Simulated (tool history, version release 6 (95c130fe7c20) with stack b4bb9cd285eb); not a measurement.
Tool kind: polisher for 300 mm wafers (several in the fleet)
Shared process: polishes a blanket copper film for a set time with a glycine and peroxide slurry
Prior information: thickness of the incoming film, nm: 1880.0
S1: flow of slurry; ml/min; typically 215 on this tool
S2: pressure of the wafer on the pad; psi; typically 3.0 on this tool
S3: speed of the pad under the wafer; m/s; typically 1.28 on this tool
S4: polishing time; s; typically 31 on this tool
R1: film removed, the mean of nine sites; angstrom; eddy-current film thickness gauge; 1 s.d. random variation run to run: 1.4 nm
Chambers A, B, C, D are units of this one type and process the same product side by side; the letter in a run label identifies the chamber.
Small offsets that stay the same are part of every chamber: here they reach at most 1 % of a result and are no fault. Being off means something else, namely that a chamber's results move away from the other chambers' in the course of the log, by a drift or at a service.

{"hour": 0.6, "done": "chamber C: worn pad replaced by a new one"}
{"run": "1D", "hour": 2.7, "S1": 215, "S2": 3.0, "S3": 1.28, "S4": 31, "R1": 2016.6}
{"run": "2B", "hour": 4.8, "S1": 215, "S2": 3.0, "S3": 1.28, "S4": 31, "R1": 2024.5}
{"hour": 4.9, "done": "chamber D: worn pad replaced by a new one"}
{"run": "3C", "hour": 9.2, "S1": 215, "S2": 3.0, "S3": 1.28, "S4": 31, "R1": 1991.8}
{"run": "4A", "hour": 11.4, "S1": 215, "S2": 3.0, "S3": 1.28, "S4": 31, "R1": 2036.6}
{"run": "5B", "hour": 13.8, "S1": 215, "S2": 3.0, "S3": 1.28, "S4": 31, "R1": 1993.5}
{"run": "6C", "hour": 16.6, "S1": 280, "S2": 3.0, "S3": 1.5, "S4": 31, "R1": 2371.1}
{"run": "7A", "hour": 21.2, "S1": 280, "S2": 3.0, "S3": 1.5, "S4": 31, "R1": 2395.5}
{"run": "8D", "hour": 24.4, "S1": 280, "S2": 3.0, "S3": 1.5, "S4": 31, "R1": 2397.8}
{"run": "9D", "hour": 26.7, "S1": 280, "S2": 3.0, "S3": 1.5, "S4": 31, "R1": 2364.0}
{"run": "10B", "hour": 28.9, "S1": 215, "S2": 3.0, "S3": 1.28, "S4": 31, "R1": 2020.2}
{"run": "11C", "hour": 31.7, "S1": 215, "S2": 3.0, "S3": 1.28, "S4": 31, "R1": 2006.0}
{"run": "12A", "hour": 35.8, "S1": 180, "S2": 2.6, "S3": 1.28, "S4": 31, "R1": 1758.9}
{"hour": 38.8, "done": "chamber A: worn pad replaced by a new one"}
{"run": "13A", "hour": 39.1, "S1": 180, "S2": 2.6, "S3": 1.28, "S4": 31, "R1": 1760.7}
{"run": "14D", "hour": 41.1, "S1": 180, "S2": 2.6, "S3": 1.28, "S4": 31, "R1": 1764.1}
{"hour": 41.3, "done": "chamber C: head pressure recalibrated"}
{"run": "15B", "hour": 45.2, "S1": 180, "S2": 2.6, "S3": 1.28, "S4": 31, "R1": 1732.2}
{"run": "16C", "hour": 48.4, "S1": 215, "S2": 3.0, "S3": 1.28, "S4": 31, "R1": 1877.2}
{"hour": 50.3, "done": "chamber B: worn pad replaced by a new one"}
{"run": "17C", "hour": 52.5, "S1": 215, "S2": 3.0, "S3": 1.28, "S4": 31, "R1": 1854.3}
{"run": "18D", "hour": 55.4, "S1": 215, "S2": 3.0, "S3": 1.28, "S4": 31, "R1": 2021.5}
{"run": "19A", "hour": 58.8, "S1": 215, "S2": 3.0, "S3": 1.28, "S4": 31, "R1": 2059.6}
{"hour": 59.1, "done": "chamber C: worn pad replaced by a new one"}
{"run": "20B", "hour": 62.7, "S1": 215, "S2": 3.0, "S3": 1.28, "S4": 31, "R1": 1991.9}
{"run": "21D", "hour": 66.3, "S1": 215, "S2": 3.0, "S3": 1.28, "S4": 31, "R1": 2021.8}
{"hour": 68.5, "done": "chamber B: slurry nozzle cleaned"}
{"run": "22B", "hour": 68.5, "S1": 215, "S2": 2.3, "S3": 1.28, "S4": 22, "R1": 1133.6}
{"run": "23A", "hour": 72.8, "S1": 215, "S2": 2.3, "S3": 1.28, "S4": 22, "R1": 1146.6}
{"hour": 74.6, "done": "chamber D: worn pad replaced by a new one"}
{"run": "24C", "hour": 75.9, "S1": 215, "S2": 2.3, "S3": 1.28, "S4": 22, "R1": 1071.0}
{"run": "25A", "hour": 80.5, "S1": 215, "S2": 2.3, "S3": 1.28, "S4": 22, "R1": 1159.2}
{"run": "26C", "hour": 84.1, "S1": 215, "S2": 3.0, "S3": 1.28, "S4": 31, "R1": 1894.1}
{"run": "27B", "hour": 86.7, "S1": 215, "S2": 3.0, "S3": 1.28, "S4": 31, "R1": 1987.9}
{"run": "28D", "hour": 91.2, "S1": 215, "S2": 3.0, "S3": 1.28, "S4": 31, "R1": 2023.4}
{"run": "29B", "hour": 95.3, "S1": 285, "S2": 3.0, "S3": 1.28, "S4": 31, "R1": 2076.9}
{"run": "30A", "hour": 99.4, "S1": 285, "S2": 3.0, "S3": 1.28, "S4": 31, "R1": 2105.4}
{"run": "31C", "hour": 103.7, "S1": 285, "S2": 3.0, "S3": 1.28, "S4": 31, "R1": 1946.2}
{"run": "32D", "hour": 106.5, "S1": 285, "S2": 3.0, "S3": 1.28, "S4": 31, "R1": 2095.6}
{"hour": 107.7, "done": "chamber B: worn pad replaced by a new one"}
{"run": "33B", "hour": 109.3, "S1": 215, "S2": 3.0, "S3": 1.28, "S4": 31, "R1": 2001.1}
{"run": "34A", "hour": 112.4, "S1": 270, "S2": 3.0, "S3": 1.28, "S4": 31, "R1": 2083.4}
{"run": "35D", "hour": 116.8, "S1": 270, "S2": 3.0, "S3": 1.28, "S4": 31, "R1": 2077.6}
{"run": "36C", "hour": 121.1, "S1": 270, "S2": 3.0, "S3": 1.28, "S4": 31, "R1": 1931.4}
{"run": "37A", "hour": 123.9, "S1": 270, "S2": 3.0, "S3": 1.28, "S4": 31, "R1": 2080.4}
{"run": "38B", "hour": 128.1, "S1": 215, "S2": 3.0, "S3": 1.28, "S4": 31, "R1": 1988.0}
{"hour": 130.8, "done": "chamber C: worn pad replaced by a new one"}
{"run": "39C", "hour": 132.7, "S1": 215, "S2": 3.0, "S3": 1.28, "S4": 31, "R1": 1882.7}

Predict what each chamber gives when all 4 of them run the settings below next.
{"run": "40A", "hour": 136.0, "S1": 215, "S2": 3.0, "S3": 1.28, "S4": 23, "R1": "?"}
{"run": "40B", "hour": 136.0, "S1": 215, "S2": 3.0, "S3": 1.28, "S4": 23, "R1": "?"}
{"run": "40C", "hour": 136.0, "S1": 215, "S2": 3.0, "S3": 1.28, "S4": 23, "R1": "?"}
{"run": "40D", "hour": 136.0, "S1": 215, "S2": 3.0, "S3": 1.28, "S4": 23, "R1": "?"}

run=40A R1=1520.0
run=40B R1=1488.7
run=40C R1=1389.7
run=40D R1=1525.0
